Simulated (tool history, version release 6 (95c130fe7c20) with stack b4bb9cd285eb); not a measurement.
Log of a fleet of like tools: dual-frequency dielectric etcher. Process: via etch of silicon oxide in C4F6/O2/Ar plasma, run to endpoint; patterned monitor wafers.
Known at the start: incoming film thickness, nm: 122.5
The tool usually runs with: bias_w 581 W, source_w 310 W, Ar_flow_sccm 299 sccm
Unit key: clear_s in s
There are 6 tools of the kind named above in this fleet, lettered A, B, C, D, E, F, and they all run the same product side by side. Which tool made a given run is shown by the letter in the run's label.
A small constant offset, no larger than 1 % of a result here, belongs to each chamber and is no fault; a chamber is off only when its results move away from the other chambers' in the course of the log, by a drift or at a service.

run   hour  bias_w  source_w  Ar_flow_sccm  hours since the last wet clean  hours since the last bias power generator calibration  hours since the last source power generator calibration  hours since the last Ar flow controller change  clear_s
 1C    1.9     581       310           299                           110.4                                                 2122.7                                                   2140.8                                            1590    27.74
 2E    5.2     581       310           299                           190.4                                                   1178                                                   2316.4                                           892.8   27.903
 3A    8.8     581       310           299                            60.4                                                 1156.7                                                   3581.5                                           912.6   27.733
 4D   11.3     581       310           299                           469.8                                                 2741.6                                                    505.4                                          1410.4    28.08
 5F   13.7     581       310           299                           292.5                                                 1590.9                                                      388                                          2139.1   28.295
 6B   16.1     581       310           299                           336.2                                                 3583.6                                                    672.1                                          1258.2   27.983
 7E   19.8     581       310           299                             205                                                 1192.6                                                     2331                                           907.4   27.758
 8B   23.5     581       310           299                           343.6                                                   3591                                                    679.5                                          1265.6   27.716
 9C   27.5     581       310           299                             136                                                 2148.3                                                   2166.4                                          1615.6   27.946
10A   30.5     581       310           299                            82.1                                                 1178.4                                                   3603.2                                           934.3   28.025
11F   34.2     581       310           299                             313                                                 1611.4                                                    408.5                                          2159.6   27.806
12D   36.8     581       310           299                           495.3                                                 2767.1                                                    530.9                                          1435.9   28.365
      39.7  -- chamber D: wet clean of the chamber
13C   41.1     524       270           299                           149.6                                                 2161.9                                                     2180                                          1629.2   30.969
14D     44     524       270           299                             4.3                                                 2774.3                                                    538.1                                          1443.1   30.592
      46.2  -- chamber F: wet clean of the chamber
15E     48     524       270           299                           233.2                                                 1220.8                                                   2359.2                                           935.6   30.783
16B   51.8     524       270           299                           371.9                                                 3619.3                                                    707.8                                          1293.9   30.312
17A   55.6     524       270           299                           107.2                                                 1203.5                                                   3628.3                                           959.4   30.979
18F   59.8     524       270           299                            13.7                                                   1637                                                    434.1                                          2185.2   30.288
19E   63.6     581       310           299                           248.8                                                 1236.4                                                   2374.8                                           951.2   28.119
20F   67.8     581       310           299                            21.7                                                   1645                                                    442.1                                          2193.2   28.024
21A   69.7     581       310           299                           121.3                                                 1217.6                                                   3642.4                                           973.5   28.285
22C   73.6     581       310           299                           182.1                                                 2194.4                                                   2212.5                                          1661.7   27.857
23B   77.1     581       310           299                           397.2                                                 3644.6                                                    733.1                                          1319.2   27.952
24D   81.4     581       310           299                            41.7                                                 2811.7                                                    575.5                                          1480.5   28.133
25E   83.4     581       310           299                           268.6                                                 1256.2                                                   2394.6                                             971   28.208
26B   85.5     581       310           299                           405.6                                                   3653                                                    741.5                                          1327.6   27.853
27C   87.8     581       310           299                           196.3                                                 2208.6                                                   2226.7                                          1675.9   27.757
28D   92.1     581       310           299                            52.4                                                 2822.4                                                    586.2                                          1491.2   28.387
29F   95.4     581       350           299                            49.3                                                 1672.6                                                    469.7                                          2220.8   26.417
30A   98.5     581       350           299                           150.1                                                 1246.4                                                   3671.2                                          1002.3    26.58
31A  101.1     581       350           299                           152.7                                                   1249                                                   3673.8                                          1004.9   26.414
32F  103.3     581       350           299                            57.2                                                 1680.5                                                    477.6                                          2228.7   26.752
33D  106.6     581       350           299                            66.9                                                 2836.9                                                    600.7                                          1505.7   26.817
34E  108.6     581       350           299                           293.8                                                 1281.4                                                   2419.8                                           996.2   26.727
35B  111.4     581       310           299                           431.5                                                 3678.9                                                    767.4                                          1353.5     27.9
36C  115.2     581       310           299                           223.7                                                   2236                                                   2254.1                                          1703.3    27.86
37E  119.4     581       310           299                           304.6                                                 1292.2                                                   2430.6                                            1007    27.85
     120.2  -- chamber D: bias power generator calibrated
38B    122     483       280           299                           442.1                                                 3689.5                                                      778                                          1364.1   30.794
39D    124     483       280           299                            84.3                                                    3.8                                                    618.1                                          1523.1    31.47
40C  127.7     483       280           299                           236.2                                                 2248.5                                                   2266.6                                          1715.8   30.982
41F  130.9     483       280           299                            84.8                                                 1708.1                                                    505.2                                          2256.3   31.088
42A  133.3     483       280           299                           184.9                                                 1281.2                                                     3706                                          1037.1   31.069

Is one chamber off against the others, does the gauge drift, or is nothing wrong? If a chamber is off, say which, and what the likeliest cause is.

Neither any chamber nor the gauge drifts; the chambers differ only by their own small, steady offsets.
